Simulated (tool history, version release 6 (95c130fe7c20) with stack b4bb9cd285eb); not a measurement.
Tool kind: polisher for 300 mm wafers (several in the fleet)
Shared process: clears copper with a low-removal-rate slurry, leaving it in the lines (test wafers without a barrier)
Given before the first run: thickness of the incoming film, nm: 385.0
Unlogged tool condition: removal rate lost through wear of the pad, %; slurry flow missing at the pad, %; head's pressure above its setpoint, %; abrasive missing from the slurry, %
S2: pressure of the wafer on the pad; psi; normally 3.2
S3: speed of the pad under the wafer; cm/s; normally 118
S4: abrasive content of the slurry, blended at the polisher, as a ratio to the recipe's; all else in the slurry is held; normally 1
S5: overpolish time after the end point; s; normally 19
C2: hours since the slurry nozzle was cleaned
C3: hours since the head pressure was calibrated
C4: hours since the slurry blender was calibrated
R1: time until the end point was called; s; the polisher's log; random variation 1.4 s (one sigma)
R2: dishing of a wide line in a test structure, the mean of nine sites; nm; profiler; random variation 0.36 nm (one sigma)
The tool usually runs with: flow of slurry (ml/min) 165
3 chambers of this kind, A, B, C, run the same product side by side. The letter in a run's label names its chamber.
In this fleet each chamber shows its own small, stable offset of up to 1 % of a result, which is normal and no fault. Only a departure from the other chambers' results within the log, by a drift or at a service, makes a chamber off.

Run 1C, hour 8.3: usual settings; wafers polished on this pad 661; C2 260.2; C3 311.2; C4 31.6. Result: R1 123.99 s, R2 32.975 nm.
At hour 18.8: chamber B: slurry blender recalibrated.
Run 2B, hour 19.3: usual settings; wafers polished on this pad 1254; C2 376.9; C3 25.1; C4 0.6. Result: R1 126.12 s, R2 32.46 nm.
Run 3A, hour 26.2: usual settings; wafers polished on this pad 1119; C2 125.5; C3 673.7; C4 380.1. Result: R1 124.47 s, R2 32.493 nm.
At hour 27.5: chamber B: worn pad replaced by a new one.
Run 4C, hour 35.7: usual settings; wafers polished on this pad 935; C2 287.6; C3 338.6; C4 59. Result: R1 125.5 s, R2 31.628 nm.
Run 5B, hour 46.9: usual settings; wafers polished on this pad 195; C2 404.5; C3 52.7; C4 28.2. Result: R1 125.07 s, R2 32.6 nm.
At hour 58.7: chamber A: worn pad replaced by a new one.
Run 6A, hour 59.4: usual settings; wafers polished on this pad 7; C2 158.7; C3 706.9; C4 413.3. Result: R1 127.15 s, R2 33.107 nm.
Run 7C, hour 68.7: usual settings; wafers polished on this pad 1266; C2 320.6; C3 371.6; C4 92. Result: R1 122.53 s, R2 32.96 nm.
At hour 70.5: chamber C: worn pad replaced by a new one.
At hour 74.5: chamber C: head pressure recalibrated.
Run 8A, hour 79.9: usual settings; wafers polished on this pad 213; C2 179.2; C3 727.4; C4 433.8. Result: R1 125.4 s, R2 33.169 nm.
At hour 88.1: chamber A: head pressure recalibrated.
Run 9B, hour 88.3: usual settings; wafers polished on this pad 610; C2 445.9; C3 94.1; C4 69.6. Result: R1 124.16 s, R2 33.03 nm.
At hour 94.2: chamber C: slurry blender recalibrated.
Run 10B, hour 96: usual settings; wafers polished on this pad 687; C2 453.6; C3 101.8; C4 77.3. Result: R1 125.72 s, R2 32.583 nm.
Run 11A, hour 103.2: usual settings; wafers polished on this pad 446; C2 202.5; C3 15.2; C4 457.1. Result: R1 124.27 s, R2 32.701 nm.
Run 12C, hour 114.3: usual settings; wafers polished on this pad 439; C2 366.2; C3 39.8; C4 20.1. Result: R1 124.45 s, R2 32.358 nm.
At hour 115.6: chamber A: slurry blender recalibrated.
Run 13A, hour 125.4: usual settings; wafers polished on this pad 669; C2 224.7; C3 37.4; C4 9.8. Result: R1 122.48 s, R2 32.965 nm.
Run 14C, hour 137: usual settings; wafers polished on this pad 666; C2 388.9; C3 62.5; C4 42.8. Result: R1 126.51 s, R2 32.669 nm.
At hour 145.4: chamber B: worn pad replaced by a new one.
Run 15B, hour 146.6: usual settings; wafers polished on this pad 12; C2 504.2; C3 152.4; C4 127.9. Result: R1 124.51 s, R2 33.528 nm.
At hour 153.3: chamber B: slurry blender recalibrated.
Run 16C, hour 154.4: usual settings but flow of slurry (ml/min) 200; wafers polished on this pad 841; C2 406.3; C3 79.9; C4 60.2. Result: R1 122.19 s, R2 32.635 nm.
Run 17B, hour 166.4: usual settings but flow of slurry (ml/min) 200; wafers polished on this pad 210; C2 524; C3 172.2; C4 13.1. Result: R1 119.39 s, R2 33.918 nm.
Run 18A, hour 177.8: usual settings but flow of slurry (ml/min) 200; wafers polished on this pad 1194; C2 277.1; C3 89.8; C4 62.2. Result: R1 121.74 s, R2 34.205 nm.
At hour 180.8: chamber C: worn pad replaced by a new one.
Run 19B, hour 184.7: usual settings; wafers polished on this pad 394; C2 542.3; C3 190.5; C4 31.4. Result: R1 122.8 s, R2 32.43 nm.
At hour 188.3: chamber C: slurry blender recalibrated.
Run 20A, hour 195.4: usual settings; wafers polished on this pad 1371; C2 294.7; C3 107.4; C4 79.8. Result: R1 127.71 s, R2 32.839 nm.
Run 21C, hour 207.5: usual settings; wafers polished on this pad 268; C2 459.4; C3 133; C4 19.3. Result: R1 125.06 s, R2 32.862 nm.
Run 22B, hour 220: usual settings; wafers polished on this pad 748; C2 577.6; C3 225.8; C4 66.7. Result: R1 124.94 s, R2 32.88 nm.
At hour 221.6: chamber A: worn pad replaced by a new one.
Run 23A, hour 227.3: usual settings but S3 132 cm/s; wafers polished on this pad 58; C2 326.6; C3 139.3; C4 111.7. Result: R1 113.86 s, R2 34.867 nm.
Run 24C, hour 236.7: usual settings but S3 132 cm/s; wafers polished on this pad 561; C2 488.6; C3 162.2; C4 48.5. Result: R1 110.2 s, R2 35.272 nm.
Run 25B, hour 244.5: usual settings but S3 132 cm/s; wafers polished on this pad 993; C2 602.1; C3 250.3; C4 91.2. Result: R1 110.4 s, R2 35.916 nm.
Run 26C, hour 254.6: usual settings; wafers polished on this pad 740; C2 506.5; C3 180.1; C4 66.4. Result: R1 124.55 s, R2 32.563 nm.
Run 27A, hour 265.3: usual settings; wafers polished on this pad 439; C2 364.6; C3 177.3; C4 149.7. Result: R1 126.85 s, R2 33.206 nm.
At hour 266: chamber B: worn pad replaced by a new one.
Run 28B, hour 276.6: usual settings; wafers polished on this pad 106; C2 634.2; C3 282.4; C4 123.3. Result: R1 124.73 s, R2 33.253 nm.
At hour 280.7: chamber A: slurry nozzle cleaned.
Run 29A, hour 289.6: usual settings but S3 148 cm/s, S4 0.7; wafers polished on this pad 682; C2 8.9; C3 201.6; C4 174. Result: R1 109.2 s, R2 36.119 nm.
At hour 291.4: chamber B: slurry blender recalibrated.
At hour 294.6: chamber C: worn pad replaced by a new one.
At hour 301.8: chamber C: slurry blender recalibrated.
Run 30C, hour 303.3: usual settings but S3 148 cm/s, S4 0.7; wafers polished on this pad 87; C2 555.2; C3 228.8; C4 1.5. Result: R1 106.64 s, R2 35.861 nm.
Run 31B, hour 313.4: usual settings but S3 148 cm/s, S4 0.7; wafers polished on this pad 475; C2 671; C3 319.2; C4 22. Result: R1 106.02 s, R2 36.813 nm.
Run 32C, hour 320.9: usual settings; wafers polished on this pad 263; C2 572.8; C3 246.4; C4 19.1. Result: R1 123.4 s, R2 32.612 nm.
Run 33A, hour 332.2: usual settings; wafers polished on this pad 1109; C2 51.5; C3 244.2; C4 216.6. Result: R1 126.97 s, R2 32.847 nm.
Run 34A, hour 339.5: usual settings; wafers polished on this pad 1182; C2 58.8; C3 251.5; C4 223.9. Result: R1 126.7 s, R2 33.082 nm.
Run 35B, hour 352.4: usual settings; wafers polished on this pad 866; C2 710; C3 358.2; C4 61. Result: R1 124.88 s, R2 32.106 nm.
Run 36C, hour 359.4: usual settings; wafers polished on this pad 649; C2 611.3; C3 284.9; C4 57.6. Result: R1 126.2 s, R2 32.34 nm.
At hour 366.3: chamber A: worn pad replaced by a new one.
Run 37C, hour 367.3: usual settings; wafers polished on this pad 729; C2 619.2; C3 292.8; C4 65.5. Result: R1 126.03 s, R2 32.021 nm.
Run 38B, hour 374.9: usual settings but S2 3.7 psi; wafers polished on this pad 1091; C2 732.5; C3 380.7; C4 83.5. Result: R1 108.01 s, R2 35.961 nm.
At hour 377.4: chamber B: worn pad replaced by a new one.
Run 39A, hour 383.4: usual settings but S2 3.7 psi; wafers polished on this pad 171; C2 102.7; C3 295.4; C4 267.8. Result: R1 108.26 s, R2 36.275 nm.
At hour 386.2: chamber C: slurry nozzle cleaned.
Run 40A, hour 392.6: usual settings but S2 3.7 psi; wafers polished on this pad 264; C2 111.9; C3 304.6; C4 277. Result: R1 108.97 s, R2 37.004 nm.
Run 41C, hour 403.9: usual settings; wafers polished on this pad 1095; C2 17.7; C3 329.4; C4 102.1. Result: R1 126.06 s, R2 32.699 nm.
Run 42B, hour 418.1: usual settings; wafers polished on this pad 408; C2 775.7; C3 423.9; C4 126.7. Result: R1 123.09 s, R2 33.021 nm.
Run 43B, hour 429.6: usual settings; wafers polished on this pad 524; C2 787.2; C3 435.4; C4 138.2. Result: R1 123.91 s, R2 33.055 nm.
Run 44A, hour 436.4: usual settings; wafers polished on this pad 703; C2 155.7; C3 348.4; C4 320.8. Result: R1 126.64 s, R2 33.023 nm.

What goes on in this fleet: one chamber off, a drifting gauge, or nothing beyond the chambers' own small offsets? Name the chamber and the cause, if any.

All chambers stay in line apart from their small fixed offsets, and the gauge does not drift.

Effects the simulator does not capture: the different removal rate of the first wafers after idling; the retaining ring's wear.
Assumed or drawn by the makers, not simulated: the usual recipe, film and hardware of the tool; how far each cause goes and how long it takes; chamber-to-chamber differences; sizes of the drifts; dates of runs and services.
